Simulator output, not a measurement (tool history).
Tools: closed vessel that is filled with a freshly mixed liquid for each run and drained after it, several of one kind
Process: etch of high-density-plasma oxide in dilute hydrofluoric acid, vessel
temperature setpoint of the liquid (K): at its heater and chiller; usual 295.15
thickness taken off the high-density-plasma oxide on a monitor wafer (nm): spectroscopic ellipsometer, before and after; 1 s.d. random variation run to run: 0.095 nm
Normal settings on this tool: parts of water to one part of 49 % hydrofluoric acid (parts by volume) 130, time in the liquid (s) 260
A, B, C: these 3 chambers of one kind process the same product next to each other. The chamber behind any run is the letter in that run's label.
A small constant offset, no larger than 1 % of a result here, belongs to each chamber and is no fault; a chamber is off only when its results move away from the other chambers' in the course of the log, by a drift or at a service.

run   hour  temperature setpoint of the liquid (K)  parts of water to one part of 49 % hydrofluoric acid (parts by volume)  time in the liquid (s)  read-back film thickness of the high-density-plasma oxide reference wafer, read on the same gauge (nm)  thickness taken off the high-density-plasma oxide on a monitor wafer (nm)
 1B     11                                  295.15                                                                     130                     260                                                                                                     100                                                                     14.248
 2C   18.3                                  295.15                                                                     130                     260                                                                                                  100.01                                                                     14.475
 3A   30.2                                  295.15                                                                     130                     260                                                                                                  100.01                                                                     14.347
 4A   39.5                                  295.15                                                                     130                     260                                                                                                   99.99                                                                     14.372
 5C     49                                  295.15                                                                     130                     260                                                                                                  100.01                                                                     14.378
      55.2  -- chamber A: hydrofluoric acid flow meter replaced
 6B   60.2                                  295.15                                                                     130                     260                                                                                                  99.994                                                                     14.279
 7C   67.9                                  295.15                                                                     130                     345                                                                                                  100.01                                                                     18.962
 8A   79.6                                  295.15                                                                     130                     345                                                                                                  99.989                                                                     18.929
 9B   88.9                                  295.15                                                                     130                     345                                                                                                  99.997                                                                     18.903
10C  102.3                                  295.15                                                                     130                     260                                                                                                  100.02                                                                     14.307
11A  110.5                                  295.15                                                                     130                     260                                                                                                  100.01                                                                     14.255
12B  122.6                                  295.15                                                                     130                     260                                                                                                  99.989                                                                     14.229
13B  135.9                                  295.15                                                                     130                     340                                                                                                  99.995                                                                     18.766
14A  143.3                                  295.15                                                                     130                     340                                                                                                   99.99                                                                     18.673
15C  154.9                                  295.15                                                                     130                     340                                                                                                  99.999                                                                     18.839
16B  163.7                                  295.15                                                                      95                     380                                                                                                  99.996                                                                     30.409
17A  178.1                                  295.15                                                                      95                     380                                                                                                     100                                                                     29.659
18C  184.6                                  295.15                                                                      95                     380                                                                                                     100                                                                     29.816
19B  198.5                                  295.15                                                                     130                     260                                                                                                  100.01                                                                     14.805
20C  208.3                                  295.15                                                                     130                     260                                                                                                  100.01                                                                     14.203
21A  216.3                                  295.15                                                                     130                     260                                                                                                  100.02                                                                     14.421
22A  226.5                                  295.15                                                                     130                     260                                                                                                  99.999                                                                     14.259
23B  239.2                                  295.15                                                                     130                     260                                                                                                  100.01                                                                     14.869
24C  248.4                                  295.15                                                                     130                     260                                                                                                  99.994                                                                     14.387
25C  260.7                                  295.15                                                                     130                     260                                                                                                  100.01                                                                     14.188
26A  270.7                                  295.15                                                                     130                     260                                                                                                  100.01                                                                     14.311
27B  280.9                                  292.15                                                                     130                     260                                                                                                  99.985                                                                     13.393
28B  290.4                                  292.15                                                                     130                     260                                                                                                  100.01                                                                     13.426
29A  303.4                                  292.15                                                                     130                     260                                                                                                  99.982                                                                     12.641
30C  311.8                                  295.15                                                                     130                     260                                                                                                  99.993                                                                     14.391
31C  319.6                                  295.15                                                                     130                     260                                                                                                  100.01                                                                     14.283

One chamber off, gauge drift, or nothing amiss beyond the chambers' own small offsets? If it is a chamber, which one, and what is the likeliest cause?

Little by little, chamber B moves away from the other chambers.
Likeliest cause: liquid hotter than its thermometer reads (K) = 2.1.
The log may not tell that from: hydrofluoric acid flow above the setpoint (%).

Chamber B could run next with any of the 4 candidate recipes listed below; each alters the usual settings, and their results appear as question marks. Which one brings its results back in line with what the other chambers deliver on the usual settings?
Allowed miss from the other chambers' usual-settings mean, per result, to count as in line: thickness taken off the high-density-plasma oxide on a monitor wafer (nm) 0.34
32B-1  330.2                                  295.15                                                                     125                     270                                                                                                                                                                                  ?
32B-2  330.2                                  295.15                                                                     130                     255                                                                                                                                                                                  ?
32B-3  330.2                                  295.15                                                                     130                     265                                                                                                                                                                                  ?
32B-4  330.2                                  295.15                                                                     135                     250                                                                                                                                                                                  ?

Mean of the other chambers on the usual settings: thickness taken off the high-density-plasma oxide on a monitor wafer (nm) 14.303
  run  thickness taken off the high-density-plasma oxide on a monitor wafer (nm)
32B-1                                                                     16.814
32B-2                                                                      15.17
32B-3                                                                     15.764
32B-4                                                                     14.229
Change 32B-4 lands the chamber within the allowed miss of the other chambers.
